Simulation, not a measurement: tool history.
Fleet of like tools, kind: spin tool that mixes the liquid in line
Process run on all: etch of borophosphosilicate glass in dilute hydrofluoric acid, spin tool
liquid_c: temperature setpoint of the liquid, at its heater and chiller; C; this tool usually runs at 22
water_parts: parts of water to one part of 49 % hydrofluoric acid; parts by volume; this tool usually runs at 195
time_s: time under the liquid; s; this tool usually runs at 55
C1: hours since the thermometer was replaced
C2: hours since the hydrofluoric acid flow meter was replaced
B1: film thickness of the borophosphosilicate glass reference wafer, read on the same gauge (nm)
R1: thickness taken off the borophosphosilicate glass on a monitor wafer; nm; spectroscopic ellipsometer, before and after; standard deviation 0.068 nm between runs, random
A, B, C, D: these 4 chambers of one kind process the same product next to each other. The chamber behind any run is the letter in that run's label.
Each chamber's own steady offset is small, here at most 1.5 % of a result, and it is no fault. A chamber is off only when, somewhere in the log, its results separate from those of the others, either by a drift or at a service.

Run 1C, hour 9.5: usual settings; C1 547.4; C2 221.5; B1 69.999. Result: R1 8.7894 nm.
Run 2A, hour 19.0: usual settings; C1 588.3; C2 403.8; B1 70.007. Result: R1 8.9153 nm.
Run 3D, hour 25.2: usual settings; C1 887.9; C2 556.2; B1 70.023. Result: R1 8.7400 nm.
Run 4B, hour 33.8: usual settings; C1 1409.7; C2 223.7; B1 70.008. Result: R1 8.7409 nm.
Run 5A, hour 42.9: usual settings but time_s 25 s; C1 612.2; C2 427.7; B1 70.013. Result: R1 4.0001 nm.
Run 6C, hour 49.0: usual settings but time_s 25 s; C1 586.9; C2 261.0; B1 69.974. Result: R1 3.9683 nm.
Run 7B, hour 55.7: usual settings but time_s 25 s; C1 1431.6; C2 245.6; B1 70.019. Result: R1 3.9881 nm.
Run 8D, hour 62.7: usual settings but time_s 25 s; C1 925.4; C2 593.7; B1 70.002. Result: R1 4.0356 nm.
Run 9C, hour 67.3: usual settings; C1 605.2; C2 279.3; B1 70.001. Result: R1 8.7705 nm.
Run 10B, hour 76.5: usual settings but water_parts 155 parts by volume; C1 1452.4; C2 266.4; B1 70.008. Result: R1 11.4080 nm.
Run 11A, hour 85.0: usual settings but water_parts 155 parts by volume; C1 654.3; C2 469.8; B1 69.991. Result: R1 11.7590 nm.
Run 12D, hour 94.1: usual settings but water_parts 155 parts by volume; C1 956.8; C2 625.1; B1 69.989. Result: R1 11.6490 nm.
At hour 98.3: chamber A: hydrofluoric acid flow meter replaced.
Run 13D, hour 101.5: usual settings but water_parts 155 parts by volume; C1 964.2; C2 632.5; B1 70.013. Result: R1 11.5190 nm.
Run 14A, hour 106.4: usual settings; C1 675.7; C2 8.1; B1 69.987. Result: R1 8.8392 nm.
Run 15C, hour 113.7: usual settings; C1 651.6; C2 325.7; B1 70.011. Result: R1 8.7963 nm.
Run 16B, hour 122.3: usual settings; C1 1498.2; C2 312.2; B1 70.011. Result: R1 8.6548 nm.
At hour 125.8: chamber A: thermometer replaced.
Run 17A, hour 127.0: usual settings; C1 1.2; C2 28.7; B1 70.008. Result: R1 8.8366 nm.
Run 18C, hour 131.4: usual settings; C1 669.3; C2 343.4; B1 70.005. Result: R1 8.7357 nm.
Run 19D, hour 136.5: usual settings; C1 999.2; C2 667.5; B1 70.016. Result: R1 8.8175 nm.
Run 20B, hour 141.6: usual settings; C1 1517.5; C2 331.5; B1 69.986. Result: R1 8.6167 nm.
Run 21B, hour 147.2: usual settings; C1 1523.1; C2 337.1; B1 70.013. Result: R1 8.6312 nm.
Run 22A, hour 154.9: usual settings; C1 29.1; C2 56.6; B1 69.981. Result: R1 8.7352 nm.
Run 23D, hour 161.4: usual settings; C1 1024.1; C2 692.4; B1 70.009. Result: R1 8.8604 nm.
Run 24C, hour 165.9: usual settings; C1 703.8; C2 377.9; B1 70.006. Result: R1 8.8343 nm.
Run 25D, hour 172.9: usual settings; C1 1035.6; C2 703.9; B1 70.010. Result: R1 8.8128 nm.
Run 26A, hour 179.9: usual settings; C1 54.1; C2 81.6; B1 70.002. Result: R1 8.9068 nm.
Run 27B, hour 184.5: usual settings; C1 1560.4; C2 374.4; B1 70.015. Result: R1 8.6926 nm.
Run 28C, hour 188.7: usual settings; C1 726.6; C2 400.7; B1 69.981. Result: R1 8.7704 nm.
Run 29C, hour 193.2: usual settings; C1 731.1; C2 405.2; B1 70.014. Result: R1 8.8314 nm.
Run 30A, hour 198.7: usual settings; C1 72.9; C2 100.4; B1 70.000. Result: R1 8.8814 nm.
Run 31B, hour 207.2: usual settings; C1 1583.1; C2 397.1; B1 69.995. Result: R1 8.6294 nm.
Run 32D, hour 214.6: usual settings; C1 1077.3; C2 745.6; B1 69.998. Result: R1 8.9185 nm.
Run 33C, hour 222.7: usual settings; C1 760.6; C2 434.7; B1 70.016. Result: R1 8.8136 nm.
Run 34B, hour 228.6: usual settings but water_parts 265 parts by volume; C1 1604.5; C2 418.5; B1 70.004. Result: R1 5.9635 nm.
Run 35D, hour 233.4: usual settings but water_parts 265 parts by volume; C1 1096.1; C2 764.4; B1 70.016. Result: R1 5.9547 nm.
Run 36A, hour 241.1: usual settings but water_parts 265 parts by volume; C1 115.3; C2 142.8; B1 69.983. Result: R1 6.0709 nm.
Run 37C, hour 246.3: usual settings but water_parts 265 parts by volume; C1 784.2; C2 458.3; B1 70.004. Result: R1 6.0323 nm.

Is one chamber out of step, is the gauge drifting, or do the chambers differ by no more than their own small offsets? For an off chamber, give its letter and the likeliest cause.

Nothing is wrong: each chamber keeps only its own small, steady offset and the gauge holds still.
